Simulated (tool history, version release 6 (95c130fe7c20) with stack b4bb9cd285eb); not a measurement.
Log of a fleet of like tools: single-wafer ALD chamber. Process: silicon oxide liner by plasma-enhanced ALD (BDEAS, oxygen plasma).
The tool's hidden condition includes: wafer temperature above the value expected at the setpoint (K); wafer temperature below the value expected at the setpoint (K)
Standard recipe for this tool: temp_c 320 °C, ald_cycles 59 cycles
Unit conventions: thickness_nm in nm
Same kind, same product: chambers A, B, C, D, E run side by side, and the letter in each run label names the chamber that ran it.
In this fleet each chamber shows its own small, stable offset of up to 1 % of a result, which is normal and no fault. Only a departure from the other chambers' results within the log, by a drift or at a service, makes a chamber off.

run	hour	temp_c	ald_cycles	hours since the last thermocouple change	read-back reference wafer on the same gauge, thickness_nm	thickness_nm
1A	4.1	320	59	869.7	5.6803	5.364
2C	6.6	320	59	712.3	5.6764	5.3477
3B	11.3	320	59	1848.1	5.6754	5.3462
4D	13.6	320	59	1271.5	5.6769	5.3654
5E	17.6	320	59	148.3	5.6746	5.3632
6B	21	320	59	1857.8	5.6756	5.3429
7D	25.4	320	59	1283.3	5.6704	5.3497
8C	27.8	320	59	733.5	5.6732	5.3394
9E	30.7	320	59	161.4	5.6721	5.3566
# hour 31.9: chamber D: thermocouple changed; heater temperature recalibrated
10A	33.5	320	59	899.1	5.673	5.3401
11B	35.9	320	59	1872.7	5.6696	5.3386
12A	39.2	333	54	904.8	5.6699	4.7979
13E	44.2	333	54	174.9	5.666	4.8106
14C	46.5	333	54	752.2	5.6655	4.7797
15D	51.2	333	54	19.4	5.6637	4.8152
16A	54.2	333	54	919.8	5.6662	4.7981
17E	58.4	320	59	189.1	5.6654	5.3562
18B	61.2	331	53	1898	5.6663	4.7183
19D	64	331	53	32.2	5.6609	4.734
20C	67.5	331	53	773.2	5.6619	4.7021
21C	71.3	331	53	777	5.6596	4.6968
22E	76.1	331	53	206.8	5.6578	4.7374
23D	79.6	320	59	47.8	5.6577	5.3534
24B	84.2	320	59	1921	5.6565	5.3194
25A	88.2	329	59	953.8	5.658	5.2531
26C	91	329	59	796.7	5.6552	5.2507
27B	94.7	329	59	1931.5	5.6546	5.2726
28D	96.9	329	59	65.1	5.6525	5.2571
29A	100.2	329	59	965.8	5.6508	5.2646
30E	104.4	320	59	235.1	5.6509	5.3585
31B	107.2	320	59	1944	5.6516	5.3188
32D	110.3	320	59	78.5	5.6506	5.3432
33C	115.1	320	59	820.8	5.6459	5.3088
34E	118.3	320	59	249	5.6489	5.3441
35A	123.2	320	59	988.8	5.6451	5.325
36B	126.8	320	59	1963.6	5.6461	5.3111
37A	131.7	320	59	997.3	5.6425	5.3195
38E	135.3	320	59	266	5.6452	5.3377
39D	140.4	320	59	108.6	5.642	5.3244

All chambers now run identical settings, listed one chamber a line with results as question marks. What results will each chamber show?
40A	144	320	59			?
40B	144	320	59			?
40C	144	320	59			?
40D	144	320	59			?
40E	144	320	59			?

run	thickness_nm
40A	5.3156
40B	5.3214
40C	5.3047
40D	5.3229
40E	5.3595
